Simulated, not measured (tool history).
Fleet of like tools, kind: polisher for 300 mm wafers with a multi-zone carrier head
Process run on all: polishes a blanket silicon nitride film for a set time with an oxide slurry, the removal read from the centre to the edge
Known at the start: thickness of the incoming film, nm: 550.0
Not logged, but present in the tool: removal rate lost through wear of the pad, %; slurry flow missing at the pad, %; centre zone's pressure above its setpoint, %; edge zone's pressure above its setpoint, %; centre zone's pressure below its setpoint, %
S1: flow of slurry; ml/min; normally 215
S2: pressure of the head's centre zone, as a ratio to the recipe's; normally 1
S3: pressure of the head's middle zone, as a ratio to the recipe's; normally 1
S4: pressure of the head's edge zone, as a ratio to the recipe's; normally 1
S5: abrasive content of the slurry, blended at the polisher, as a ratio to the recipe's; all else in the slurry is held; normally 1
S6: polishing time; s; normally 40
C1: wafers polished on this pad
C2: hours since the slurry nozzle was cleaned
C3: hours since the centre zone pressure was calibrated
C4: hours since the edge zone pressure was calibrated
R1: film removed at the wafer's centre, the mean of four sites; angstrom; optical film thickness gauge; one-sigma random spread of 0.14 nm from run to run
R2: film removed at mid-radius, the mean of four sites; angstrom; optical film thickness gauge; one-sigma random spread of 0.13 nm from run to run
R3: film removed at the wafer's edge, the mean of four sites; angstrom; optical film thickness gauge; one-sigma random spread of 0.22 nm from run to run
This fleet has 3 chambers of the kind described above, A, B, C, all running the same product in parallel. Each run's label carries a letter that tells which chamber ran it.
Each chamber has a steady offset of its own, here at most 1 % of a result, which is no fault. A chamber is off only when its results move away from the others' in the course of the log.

{"hour": 2.2, "done": "chamber B: worn pad replaced by a new one"}
{"run": "1C", "hour": 6.6, "S1": 215, "S2": 1, "S3": 1, "S4": 1, "S5": 1, "S6": 40, "C1": 462, "C2": 558.3, "C3": 618.4, "C4": 963.6, "R1": 203.51, "R2": 204.33, "R3": 204.43}
{"hour": 9.5, "done": "chamber C: slurry nozzle cleaned"}
{"hour": 11.2, "done": "chamber A: worn pad replaced by a new one"}
{"run": "2B", "hour": 13.0, "S1": 215, "S2": 1, "S3": 1, "S4": 1, "S5": 1, "S6": 40, "C1": 150, "C2": 382.8, "C3": 274.2, "C4": 880.9, "R1": 204.43, "R2": 208.32, "R3": 201.45}
{"run": "3A", "hour": 19.4, "S1": 215, "S2": 1, "S3": 1, "S4": 1, "S5": 1, "S6": 40, "C1": 113, "C2": 334.2, "C3": 212.4, "C4": 301.8, "R1": 206.96, "R2": 206.26, "R3": 205.23}
{"hour": 25.4, "done": "chamber C: worn pad replaced by a new one"}
{"run": "4C", "hour": 28.0, "S1": 215, "S2": 1, "S3": 1, "S4": 1, "S5": 1, "S6": 40, "C1": 36, "C2": 18.6, "C3": 639.8, "C4": 985, "R1": 205.76, "R2": 203.72, "R3": 207.14}
{"run": "5A", "hour": 37.0, "S1": 215, "S2": 1, "S3": 1, "S4": 1, "S5": 1, "S6": 40, "C1": 357, "C2": 351.8, "C3": 230, "C4": 319.4, "R1": 204.37, "R2": 204.59, "R3": 206.93}
{"run": "6B", "hour": 46.1, "S1": 215, "S2": 1, "S3": 1, "S4": 1, "S5": 1, "S6": 40, "C1": 607, "C2": 415.9, "C3": 307.3, "C4": 914, "R1": 205.12, "R2": 204.23, "R3": 204.42}
{"run": "7C", "hour": 50.3, "S1": 215, "S2": 1, "S3": 1, "S4": 1, "S5": 1, "S6": 40, "C1": 344, "C2": 40.9, "C3": 662.1, "C4": 1007.3, "R1": 203.81, "R2": 209.29, "R3": 206.27}
{"run": "8B", "hour": 55.9, "S1": 215, "S2": 1, "S3": 1, "S4": 1, "S5": 1, "S6": 40, "C1": 743, "C2": 425.7, "C3": 317.1, "C4": 923.8, "R1": 207.67, "R2": 208.03, "R3": 205.9}
{"run": "9A", "hour": 60.6, "S1": 215, "S2": 1, "S3": 1, "S4": 1, "S5": 1.15, "S6": 40, "C1": 683, "C2": 375.4, "C3": 253.6, "C4": 343, "R1": 216.66, "R2": 218.04, "R3": 218.65}
{"hour": 67.0, "done": "chamber A: slurry nozzle cleaned"}
{"run": "10A", "hour": 67.6, "S1": 215, "S2": 1, "S3": 1, "S4": 1, "S5": 1.15, "S6": 40, "C1": 780, "C2": 0.6, "C3": 260.6, "C4": 350, "R1": 220.16, "R2": 219.04, "R3": 218.59}
{"hour": 73.6, "done": "chamber A: worn pad replaced by a new one"}
{"run": "11B", "hour": 74.3, "S1": 215, "S2": 1, "S3": 1, "S4": 1, "S5": 1.15, "S6": 40, "C1": 997, "C2": 444.1, "C3": 335.5, "C4": 942.2, "R1": 216.94, "R2": 217.97, "R3": 216.69}
{"run": "12C", "hour": 79.4, "S1": 215, "S2": 1, "S3": 1, "S4": 1, "S5": 1, "S6": 40, "C1": 747, "C2": 70, "C3": 691.2, "C4": 1036.4, "R1": 205.38, "R2": 206.95, "R3": 201.8}
{"run": "13C", "hour": 86.2, "S1": 215, "S2": 1, "S3": 1, "S4": 1, "S5": 1, "S6": 40, "C1": 841, "C2": 76.8, "C3": 698, "C4": 1043.2, "R1": 205.39, "R2": 209.23, "R3": 203.14}
{"hour": 87.6, "done": "chamber C: worn pad replaced by a new one"}
{"hour": 89.5, "done": "chamber B: worn pad replaced by a new one"}
{"run": "14A", "hour": 92.1, "S1": 215, "S2": 1, "S3": 1, "S4": 1, "S5": 1, "S6": 40, "C1": 256, "C2": 25.1, "C3": 285.1, "C4": 374.5, "R1": 204.5, "R2": 204.6, "R3": 204.68}
{"run": "15B", "hour": 100.7, "S1": 215, "S2": 1, "S3": 1, "S4": 1, "S5": 1, "S6": 40, "C1": 155, "C2": 470.5, "C3": 361.9, "C4": 968.6, "R1": 206.69, "R2": 206.64, "R3": 206.5}
{"run": "16C", "hour": 106.0, "S1": 215, "S2": 1, "S3": 1, "S4": 1, "S5": 1, "S6": 40, "C1": 255, "C2": 96.6, "C3": 717.8, "C4": 1063, "R1": 206.74, "R2": 204.95, "R3": 201.97}
{"run": "17A", "hour": 114.8, "S1": 215, "S2": 1, "S3": 1, "S4": 1, "S5": 1, "S6": 40, "C1": 570, "C2": 47.8, "C3": 307.8, "C4": 397.2, "R1": 205.76, "R2": 205.46, "R3": 206.3}
{"run": "18B", "hour": 120.8, "S1": 215, "S2": 1, "S3": 1, "S4": 1, "S5": 1, "S6": 40, "C1": 433, "C2": 490.6, "C3": 382, "C4": 988.7, "R1": 205.66, "R2": 206.62, "R3": 201.2}
{"run": "19B", "hour": 128.0, "S1": 215, "S2": 1, "S3": 1, "S4": 1, "S5": 1, "S6": 40, "C1": 532, "C2": 497.8, "C3": 389.2, "C4": 995.9, "R1": 206.66, "R2": 205.87, "R3": 206.46}
{"hour": 132.2, "done": "chamber A: worn pad replaced by a new one"}
{"run": "20C", "hour": 136.6, "S1": 215, "S2": 1, "S3": 1, "S4": 1, "S5": 1, "S6": 40, "C1": 678, "C2": 127.2, "C3": 748.4, "C4": 1093.6, "R1": 201.87, "R2": 206.04, "R3": 208.57}
{"run": "21A", "hour": 141.8, "S1": 215, "S2": 1, "S3": 1, "S4": 1, "S5": 1, "S6": 40, "C1": 132, "C2": 74.8, "C3": 334.8, "C4": 424.2, "R1": 203.42, "R2": 204.28, "R3": 208.56}
{"run": "22C", "hour": 147.8, "S1": 215, "S2": 1, "S3": 1, "S4": 1, "S5": 1, "S6": 40, "C1": 833, "C2": 138.4, "C3": 759.6, "C4": 1104.8, "R1": 204.63, "R2": 208.22, "R3": 207.73}
{"hour": 151.5, "done": "chamber C: worn pad replaced by a new one"}
{"run": "23B", "hour": 154.2, "S1": 215, "S2": 1, "S3": 1, "S4": 1, "S5": 1, "S6": 40, "C1": 894, "C2": 524, "C3": 415.4, "C4": 1022.1, "R1": 207.49, "R2": 204.88, "R3": 204.04}
{"run": "24A", "hour": 161.9, "S1": 215, "S2": 1, "S3": 1, "S4": 1, "S5": 1, "S6": 40, "C1": 410, "C2": 94.9, "C3": 354.9, "C4": 444.3, "R1": 204, "R2": 204.8, "R3": 205.87}
{"hour": 165.5, "done": "chamber A: edge zone pressure recalibrated"}
{"run": "25B", "hour": 167.7, "S1": 215, "S2": 1, "S3": 1.08, "S4": 1, "S5": 1.15, "S6": 40, "C1": 1081, "C2": 537.5, "C3": 428.9, "C4": 1035.6, "R1": 217.89, "R2": 237.32, "R3": 219.35}
{"run": "26C", "hour": 174.8, "S1": 215, "S2": 1, "S3": 1.08, "S4": 1, "S5": 1.15, "S6": 40, "C1": 323, "C2": 165.4, "C3": 786.6, "C4": 1131.8, "R1": 217.42, "R2": 233.32, "R3": 219.13}
{"run": "27A", "hour": 181.7, "S1": 215, "S2": 1, "S3": 1.08, "S4": 1, "S5": 1.15, "S6": 40, "C1": 684, "C2": 114.7, "C3": 374.7, "C4": 16.2, "R1": 217.65, "R2": 235.15, "R3": 216.61}
{"hour": 186.1, "done": "chamber A: worn pad replaced by a new one"}
{"hour": 187.5, "done": "chamber C: edge zone pressure recalibrated"}
{"hour": 187.7, "done": "chamber B: worn pad replaced by a new one"}
{"run": "28B", "hour": 189.2, "S1": 215, "S2": 1, "S3": 1, "S4": 1, "S5": 1, "S6": 40, "C1": 21, "C2": 559, "C3": 450.4, "C4": 1057.1, "R1": 207.36, "R2": 208.34, "R3": 203.61}
{"run": "29C", "hour": 196.9, "S1": 215, "S2": 1, "S3": 1, "S4": 1, "S5": 1, "S6": 40, "C1": 629, "C2": 187.5, "C3": 808.7, "C4": 9.5, "R1": 205.78, "R2": 207.92, "R3": 205.51}
{"hour": 204.7, "done": "chamber C: worn pad replaced by a new one"}
{"run": "30A", "hour": 205.1, "S1": 215, "S2": 1, "S3": 1, "S4": 1, "S5": 1, "S6": 40, "C1": 263, "C2": 138.1, "C3": 398.1, "C4": 39.6, "R1": 207.24, "R2": 205.33, "R3": 206.48}
{"run": "31C", "hour": 210.3, "S1": 215, "S2": 1, "S3": 1, "S4": 1, "S5": 1, "S6": 40, "C1": 78, "C2": 200.9, "C3": 822.1, "C4": 22.9, "R1": 203.81, "R2": 207.8, "R3": 205.42}
{"hour": 215.1, "done": "chamber C: centre zone pressure recalibrated"}
{"run": "32B", "hour": 218.9, "S1": 215, "S2": 1, "S3": 1, "S4": 1, "S5": 1, "S6": 40, "C1": 431, "C2": 588.7, "C3": 480.1, "C4": 1086.8, "R1": 205.17, "R2": 206.75, "R3": 209.04}
{"run": "33A", "hour": 228.1, "S1": 215, "S2": 1, "S3": 1, "S4": 1, "S5": 1, "S6": 40, "C1": 581, "C2": 161.1, "C3": 421.1, "C4": 62.6, "R1": 201.82, "R2": 204.46, "R3": 206.14}
{"run": "34C", "hour": 233.9, "S1": 215, "S2": 1, "S3": 1, "S4": 1, "S5": 1, "S6": 40, "C1": 404, "C2": 224.5, "C3": 18.8, "C4": 46.5, "R1": 204.67, "R2": 206.37, "R3": 205.93}
{"hour": 235.7, "done": "chamber B: slurry nozzle cleaned"}
{"hour": 239.7, "done": "chamber A: worn pad replaced by a new one"}
{"run": "35B", "hour": 241.9, "S1": 215, "S2": 1, "S3": 1, "S4": 1, "S5": 1, "S6": 48, "C1": 749, "C2": 6.2, "C3": 503.1, "C4": 1109.8, "R1": 247.9, "R2": 247.8, "R3": 243.91}
{"run": "36A", "hour": 247.6, "S1": 215, "S2": 1, "S3": 1, "S4": 1, "S5": 1, "S6": 48, "C1": 110, "C2": 180.6, "C3": 440.6, "C4": 82.1, "R1": 250.05, "R2": 250.83, "R3": 250.2}
{"run": "37B", "hour": 256.9, "S1": 215, "S2": 1, "S3": 1, "S4": 1, "S5": 1, "S6": 48, "C1": 957, "C2": 21.2, "C3": 518.1, "C4": 1124.8, "R1": 245.34, "R2": 246.72, "R3": 249.56}
{"run": "38A", "hour": 263.0, "S1": 215, "S2": 1, "S3": 1, "S4": 1, "S5": 1, "S6": 40, "C1": 323, "C2": 196, "C3": 456, "C4": 97.5, "R1": 203.81, "R2": 204.88, "R3": 206.44}
{"run": "39C", "hour": 268.8, "S1": 215, "S2": 1, "S3": 1, "S4": 1, "S5": 1.2, "S6": 40, "C1": 887, "C2": 259.4, "C3": 53.7, "C4": 81.4, "R1": 219.64, "R2": 222.84, "R3": 223.46}
{"hour": 269.9, "done": "chamber C: worn pad replaced by a new one"}
{"hour": 270.1, "done": "chamber B: edge zone pressure recalibrated"}
{"run": "40B", "hour": 275.3, "S1": 215, "S2": 1, "S3": 1, "S4": 1, "S5": 1.2, "S6": 40, "C1": 1211, "C2": 39.6, "C3": 536.5, "C4": 5.2, "R1": 223.35, "R2": 223.67, "R3": 219.79}
{"run": "41A", "hour": 279.9, "S1": 215, "S2": 1, "S3": 1, "S4": 1, "S5": 1.2, "S6": 40, "C1": 556, "C2": 212.9, "C3": 472.9, "C4": 114.4, "R1": 222.57, "R2": 222.75, "R3": 223.18}
{"run": "42C", "hour": 287.6, "S1": 215, "S2": 1, "S3": 1.08, "S4": 1, "S5": 0.8, "S6": 40, "C1": 245, "C2": 278.2, "C3": 72.5, "C4": 100.2, "R1": 184.74, "R2": 197.84, "R3": 180.2}
{"run": "43C", "hour": 294.6, "S1": 215, "S2": 1, "S3": 1.08, "S4": 1, "S5": 0.8, "S6": 40, "C1": 342, "C2": 285.2, "C3": 79.5, "C4": 107.2, "R1": 184.39, "R2": 199.39, "R3": 182.96}

Predict what each chamber gives when all 3 of them run the settings below next.
{"run": "44A", "hour": 301.3, "S1": 215, "S2": 1, "S3": 1, "S4": 1, "S5": 1.1, "S6": 40, "R1": "?", "R2": "?", "R3": "?"}
{"run": "44B", "hour": 301.3, "S1": 215, "S2": 1, "S3": 1, "S4": 1, "S5": 1.1, "S6": 40, "R1": "?", "R2": "?", "R3": "?"}
{"run": "44C", "hour": 301.3, "S1": 215, "S2": 1, "S3": 1, "S4": 1, "S5": 1.1, "S6": 40, "R1": "?", "R2": "?", "R3": "?"}

run=44A R1=213.66 R2=215.75 R3=215.87
run=44B R1=213.07 R2=218.17 R3=214.78
run=44C R1=211.23 R2=214.92 R3=213.7

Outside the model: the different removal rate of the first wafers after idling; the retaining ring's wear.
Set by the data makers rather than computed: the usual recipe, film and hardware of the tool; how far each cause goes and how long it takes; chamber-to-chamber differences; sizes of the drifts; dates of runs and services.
